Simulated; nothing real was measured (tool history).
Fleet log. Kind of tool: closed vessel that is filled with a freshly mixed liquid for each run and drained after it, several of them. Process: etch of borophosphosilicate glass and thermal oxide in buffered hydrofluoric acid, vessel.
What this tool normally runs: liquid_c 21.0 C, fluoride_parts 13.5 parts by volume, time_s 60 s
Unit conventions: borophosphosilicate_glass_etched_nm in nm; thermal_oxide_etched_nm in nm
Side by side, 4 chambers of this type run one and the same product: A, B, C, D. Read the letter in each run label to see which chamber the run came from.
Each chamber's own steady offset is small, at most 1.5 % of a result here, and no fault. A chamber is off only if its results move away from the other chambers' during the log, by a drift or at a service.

run	day	liquid_c	fluoride_parts	time_s	read-back film thickness of the borophosphosilicate glass reference wafer, read on the same gauge (nm)	read-back film thickness of the thermal oxide reference wafer, read on the same gauge (nm)	borophosphosilicate_glass_etched_nm	thermal_oxide_etched_nm
1B	0.504	21.0	13.5	60	70.035	110.01	64.853	44.573
2D	0.800	21.0	13.5	60	70.008	110.04	63.811	44.355
3A	1.138	21.0	13.5	60	70.004	110.01	63.561	44.594
# day 1.408: chamber D: thermometer replaced
4C	1.625	21.0	13.5	60	69.991	109.98	64.677	44.103
5C	2.088	21.0	13.5	60	70.000	110.02	63.936	44.949
6A	2.396	21.0	13.5	60	69.984	110.01	63.781	43.955
7D	2.929	21.0	13.5	60	69.992	109.96	64.605	43.837
8B	3.404	21.0	13.5	60	69.996	110.00	64.997	44.412
9C	3.854	21.0	13.5	60	70.026	109.98	64.316	44.406
10A	4.125	21.0	13.5	60	70.001	110.01	63.735	44.119
11B	4.362	21.0	13.5	60	70.009	109.97	65.737	44.780
12D	4.788	21.0	13.5	60	69.971	110.07	64.076	44.116
13B	5.271	21.0	13.5	60	69.993	110.00	65.459	44.723
14A	5.588	21.0	13.5	40	69.976	110.00	42.493	29.438
15C	5.942	21.0	13.5	40	69.988	110.00	43.369	29.551
16D	6.242	21.0	13.5	40	69.993	110.06	42.732	29.303
17C	6.621	21.0	13.5	40	70.011	109.99	42.907	29.875
18D	6.954	21.0	13.5	60	70.039	110.05	64.228	44.319
19A	7.446	21.0	13.5	60	69.986	110.02	63.479	44.251
20B	7.692	21.0	13.5	60	69.996	109.99	65.250	44.954
21D	8.125	21.0	13.5	60	70.002	109.97	63.810	44.067
22B	8.475	21.0	13.5	60	69.998	110.04	65.303	45.137
23C	8.817	21.0	13.5	60	70.006	110.03	64.349	44.437
24A	9.346	21.0	13.5	60	69.991	109.95	63.895	44.469
25B	9.879	18.5	13.5	60	69.987	110.04	56.674	38.978
26A	10.371	18.5	13.5	60	69.983	109.98	55.433	38.778
27C	10.762	18.5	13.5	60	70.017	110.03	56.234	39.334
28D	11.079	18.5	13.5	60	70.013	109.98	56.425	38.582
29A	11.479	21.0	13.5	60	69.984	109.96	64.479	44.356
30D	11.846	21.0	13.5	60	69.980	110.07	64.618	44.537
31C	12.121	21.0	13.5	60	70.016	109.98	64.463	43.925
32B	12.379	21.0	13.5	60	70.013	109.95	64.941	44.667
33C	12.854	21.0	13.5	60	70.033	109.98	64.581	44.486
34B	13.138	21.0	13.5	60	69.998	110.03	65.150	44.596
35A	13.438	21.0	13.5	60	70.028	110.06	63.936	45.009
36D	13.871	21.0	13.5	60	69.998	109.96	64.352	44.114

Predict what each chamber gives when all 4 of them run the settings below next.
37A	14.258	21.0	13.5	60			?	?
37B	14.258	21.0	13.5	60			?	?
37C	14.258	21.0	13.5	60			?	?
37D	14.258	21.0	13.5	60			?	?

run	borophosphosilicate_glass_etched_nm	thermal_oxide_etched_nm
37A	64.308	44.381
37B	65.065	44.392
37C	64.392	44.142
37D	64.439	43.377
